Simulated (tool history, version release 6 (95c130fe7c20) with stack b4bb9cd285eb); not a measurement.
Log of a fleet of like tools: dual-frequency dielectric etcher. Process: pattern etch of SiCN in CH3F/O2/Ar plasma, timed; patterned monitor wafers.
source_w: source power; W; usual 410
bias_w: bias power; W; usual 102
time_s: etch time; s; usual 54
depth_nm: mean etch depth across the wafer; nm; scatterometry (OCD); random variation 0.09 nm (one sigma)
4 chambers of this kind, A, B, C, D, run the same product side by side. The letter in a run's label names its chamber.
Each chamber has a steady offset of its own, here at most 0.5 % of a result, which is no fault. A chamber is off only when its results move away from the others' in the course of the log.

run	hour	source_w	bias_w	time_s	read-back reference wafer on the same gauge, depth_nm	depth_nm
1C	6.2	410	102	54	22.708	23.250
2B	13.2	410	102	54	22.700	23.353
3A	19.4	410	102	54	22.680	23.163
4D	25.5	410	102	54	22.705	23.359
5A	32.2	410	102	54	22.705	23.087
6B	36.8	410	102	54	22.709	23.330
7D	41.5	370	121	54	22.721	24.146
8C	45.8	370	121	54	22.686	23.894
9A	53.3	370	121	54	22.697	23.812
10C	58.4	370	121	54	22.680	23.761
11D	64.0	410	102	54	22.698	23.489
12B	68.0	410	102	54	22.707	23.215
13B	74.7	410	102	54	22.702	23.267
14D	79.3	410	102	54	22.698	23.366
15C	86.3	410	102	54	22.697	23.248
16A	93.1	410	102	54	22.711	22.942
17D	98.5	330	102	54	22.702	21.448
18A	103.6	330	102	54	22.717	21.350
19C	109.9	330	102	54	22.678	21.381
20B	115.8	330	102	54	22.707	21.541
21C	122.6	410	102	54	22.706	23.275
22B	129.2	410	102	54	22.709	23.189
23D	132.6	410	102	54	22.678	23.482
24A	139.3	410	102	54	22.679	22.956
25C	143.8	360	81	54	22.708	20.316
26B	149.3	360	81	54	22.709	20.293
27D	156.1	360	81	54	22.720	20.585
28A	163.1	360	81	54	22.696	19.976
29A	166.8	410	102	54	22.673	22.583
# hour 167.8: chamber C: source power generator calibrated
30C	174.3	410	90	66	22.717	27.014
31B	181.1	410	90	66	22.715	27.151
32D	188.8	410	90	66	22.698	27.269
33B	193.3	410	90	66	22.703	27.231
34D	197.2	410	102	54	22.701	23.474
35A	202.0	410	102	54	22.707	22.491
36C	208.7	440	102	42	22.701	18.491

What goes on in this fleet: one chamber off, a drifting gauge, or nothing beyond the chambers' own small offsets? Name the chamber and the cause, if any.

Chamber A drifts away from the others.
Cause: etch rate under this chamber's usual, % = 3.08.

Here are 4 candidates for chamber A's next run, each the usual settings with a change, their results left as question marks. Which one brings its results back in line with what the others give on the usual settings?
In line means no further than this from the other chambers' mean on the usual settings: depth_nm 0.310 nm
37A-1	214.2	410	112	54.0		?
37A-2	214.2	410	104	57.5		?
37A-3	214.2	370	102	54.0		?
37A-4	214.2	400	102	50.5		?

The other chambers' mean on the usual settings: depth_nm 23.320 nm
run	depth_nm
37A-1	23.245
37A-2	24.073
37A-3	21.621
37A-4	20.802
37A-1 brings the chamber back in line.

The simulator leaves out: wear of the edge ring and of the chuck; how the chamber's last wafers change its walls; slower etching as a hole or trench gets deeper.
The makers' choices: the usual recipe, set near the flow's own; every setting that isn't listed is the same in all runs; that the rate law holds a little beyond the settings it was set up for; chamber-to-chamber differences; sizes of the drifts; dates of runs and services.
